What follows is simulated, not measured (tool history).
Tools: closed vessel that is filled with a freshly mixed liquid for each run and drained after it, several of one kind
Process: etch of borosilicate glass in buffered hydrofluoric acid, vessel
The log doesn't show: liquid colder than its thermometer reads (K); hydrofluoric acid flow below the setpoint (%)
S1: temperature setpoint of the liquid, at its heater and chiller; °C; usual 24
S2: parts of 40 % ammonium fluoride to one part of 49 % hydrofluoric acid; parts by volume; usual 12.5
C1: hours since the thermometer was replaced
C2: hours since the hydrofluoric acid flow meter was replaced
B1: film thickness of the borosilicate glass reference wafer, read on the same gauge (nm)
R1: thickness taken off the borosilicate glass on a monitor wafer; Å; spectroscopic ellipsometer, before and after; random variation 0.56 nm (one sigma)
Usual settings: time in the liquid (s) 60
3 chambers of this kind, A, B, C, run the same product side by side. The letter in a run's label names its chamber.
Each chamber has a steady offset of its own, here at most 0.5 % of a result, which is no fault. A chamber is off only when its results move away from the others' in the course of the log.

Run 1C, hour 9.5: usual settings; C1 337; C2 163.1; B1 40.01. Result: R1 603.63 Å.
Run 2A, hour 18.9: usual settings; C1 481.1; C2 583.7; B1 40.003. Result: R1 609.85 Å.
Run 3B, hour 25.6: usual settings; C1 1506.2; C2 439.3; B1 39.976. Result: R1 601.2 Å.
Run 4A, hour 39: usual settings; C1 501.2; C2 603.8; B1 39.992. Result: R1 595.18 Å.
Run 5C, hour 47.7: usual settings; C1 375.2; C2 201.3; B1 40.005. Result: R1 602.53 Å.
Run 6B, hour 60: usual settings; C1 1540.6; C2 473.7; B1 39.994. Result: R1 605.84 Å.
Run 7A, hour 71.3: usual settings; C1 533.5; C2 636.1; B1 39.968. Result: R1 605.13 Å.
Run 8C, hour 84.3: usual settings; C1 411.8; C2 237.9; B1 39.982. Result: R1 605.22 Å.
Run 9B, hour 91.9: usual settings but time in the liquid (s) 45; C1 1572.5; C2 505.6; B1 39.994. Result: R1 456.38 Å.
Run 10C, hour 103.9: usual settings but time in the liquid (s) 45; C1 431.4; C2 257.5; B1 39.99. Result: R1 451.33 Å.
Run 11B, hour 114.4: usual settings but time in the liquid (s) 45; C1 1595; C2 528.1; B1 39.984. Result: R1 445.89 Å.
Run 12A, hour 129.8: usual settings; C1 592; C2 694.6; B1 40.02. Result: R1 580.58 Å.
Run 13C, hour 141.8: usual settings; C1 469.3; C2 295.4; B1 39.99. Result: R1 603.39 Å.
Run 14A, hour 156.6: usual settings; C1 618.8; C2 721.4; B1 39.99. Result: R1 578.65 Å.
Run 15B, hour 165.4: usual settings; C1 1646; C2 579.1; B1 40.026. Result: R1 599.61 Å.
Run 16B, hour 176.5: usual settings; C1 1657.1; C2 590.2; B1 39.973. Result: R1 599.62 Å.
Run 17C, hour 183.6: usual settings; C1 511.1; C2 337.2; B1 39.995. Result: R1 601.03 Å.
Run 18A, hour 195.2: usual settings; C1 657.4; C2 760; B1 40.016. Result: R1 558.4 Å.
Run 19A, hour 208.2: usual settings; C1 670.4; C2 773; B1 40.032. Result: R1 558.39 Å.
Run 20B, hour 218.2: usual settings; C1 1698.8; C2 631.9; B1 39.978. Result: R1 601.7 Å.
Run 21C, hour 233.5: usual settings; C1 561; C2 387.1; B1 39.994. Result: R1 607.5 Å.
Run 22C, hour 241.2: usual settings; C1 568.7; C2 394.8; B1 39.998. Result: R1 595.3 Å.
Run 23B, hour 253.9: usual settings; C1 1734.5; C2 667.6; B1 39.986. Result: R1 616.76 Å.

Next, every chamber runs the same settings. What will each give?
Run 24A, hour 264.9: usual settings but S2 17 parts by volume. Result: R1 ?.
Run 24B, hour 264.9: usual settings but S2 17 parts by volume. Result: R1 ?.
Run 24C, hour 264.9: usual settings but S2 17 parts by volume. Result: R1 ?.

run      R1
24A  393.29
24B  445.14
24C  442.97
